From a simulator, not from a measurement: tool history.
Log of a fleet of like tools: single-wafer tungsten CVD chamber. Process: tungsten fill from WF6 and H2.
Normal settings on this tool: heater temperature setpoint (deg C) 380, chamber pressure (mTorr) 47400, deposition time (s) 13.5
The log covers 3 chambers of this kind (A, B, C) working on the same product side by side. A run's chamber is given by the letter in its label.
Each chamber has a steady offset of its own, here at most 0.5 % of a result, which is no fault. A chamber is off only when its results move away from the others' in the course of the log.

| run | hour | heater temperature setpoint (deg C) | chamber pressure (mTorr) | deposition time (s) | read-back reference wafer on the same gauge, thickness_nm | mean film thickness on the monitor wafer (nm) |
|---|---|---|---|---|---|---|
| 1C | 9.0 | 380 | 47400 | 13.5 | 35.617 | 32.911 |
| 2B | 17.5 | 380 | 47400 | 13.5 | 35.578 | 32.979 |
| 3A | 27.0 | 380 | 47400 | 13.5 | 35.598 | 32.727 |
| 4C | 40.5 | 380 | 47400 | 13.5 | 35.612 | 32.558 |
| 5A | 53.3 | 380 | 47400 | 13.5 | 35.599 | 32.864 |
| 6B | 64.1 | 394 | 56000 | 13.5 | 35.571 | 46.751 |
| 7C | 79.1 | 394 | 56000 | 13.5 | 35.599 | 46.044 |
| 8B | 90.5 | 394 | 56000 | 13.5 | 35.628 | 46.660 |
| 9A | 105.0 | 380 | 47400 | 13.5 | 35.572 | 32.909 |
| 10B | 116.2 | 380 | 47400 | 13.5 | 35.609 | 32.918 |
| 11C | 129.8 | 380 | 47400 | 13.5 | 35.628 | 32.754 |
| 12A | 139.5 | 380 | 47400 | 13.5 | 35.578 | 32.748 |
| 13A | 149.6 | 380 | 47400 | 13.5 | 35.647 | 32.817 |
|  | 155.5 | chamber C: thermocouple changed; heater temperature recalibrated |
| 14B | 162.5 | 380 | 47400 | 13.5 | 35.575 | 33.062 |
| 15C | 174.7 | 380 | 47400 | 13.5 | 35.591 | 31.728 |
| 16B | 189.2 | 380 | 36400 | 13.5 | 35.578 | 29.349 |
| 17C | 202.3 | 380 | 36400 | 13.5 | 35.590 | 28.218 |
| 18A | 211.4 | 380 | 36400 | 13.5 | 35.597 | 28.917 |
| 19A | 226.7 | 380 | 47400 | 13.5 | 35.615 | 32.911 |
| 20B | 241.0 | 380 | 47400 | 13.5 | 35.613 | 33.000 |

Decide between three cases: one chamber stands off from its peers, the gauge reading all wafers drifts, or nothing is wrong past each chamber's small offset. Where a chamber is off, say which and what most likely put it there.

A service left chamber C off against the others.
Most likely cause: wafer temperature below the value expected at the setpoint (K) = 1.64.

Which of the 4 candidates below, each the usual settings with something changed and its results left as question marks, puts chamber C back in line with what the other chambers give on the usual settings?
In-line tolerance around the mean of the other chambers on the usual settings: mean film thickness on the monitor wafer (nm) 0.400
| 21C-1 | 252.4 | 380 | 40200 | 13.5 |  | ? |
| 21C-2 | 252.4 | 379 | 47000 | 13.3 |  | ? |
| 21C-3 | 252.4 | 381 | 47800 | 13.7 |  | ? |
| 21C-4 | 252.4 | 384 | 47400 | 13.5 |  | ? |

Average result of the remaining chambers running the usual settings: mean film thickness on the monitor wafer (nm) 32.927
| run | mean film thickness on the monitor wafer (nm) |
|---|---|
| 21C-1 | 29.416 |
| 21C-2 | 30.461 |
| 21C-3 | 32.923 |
| 21C-4 | 34.301 |
Change 21C-3 lands the chamber within the allowed miss of the other chambers.
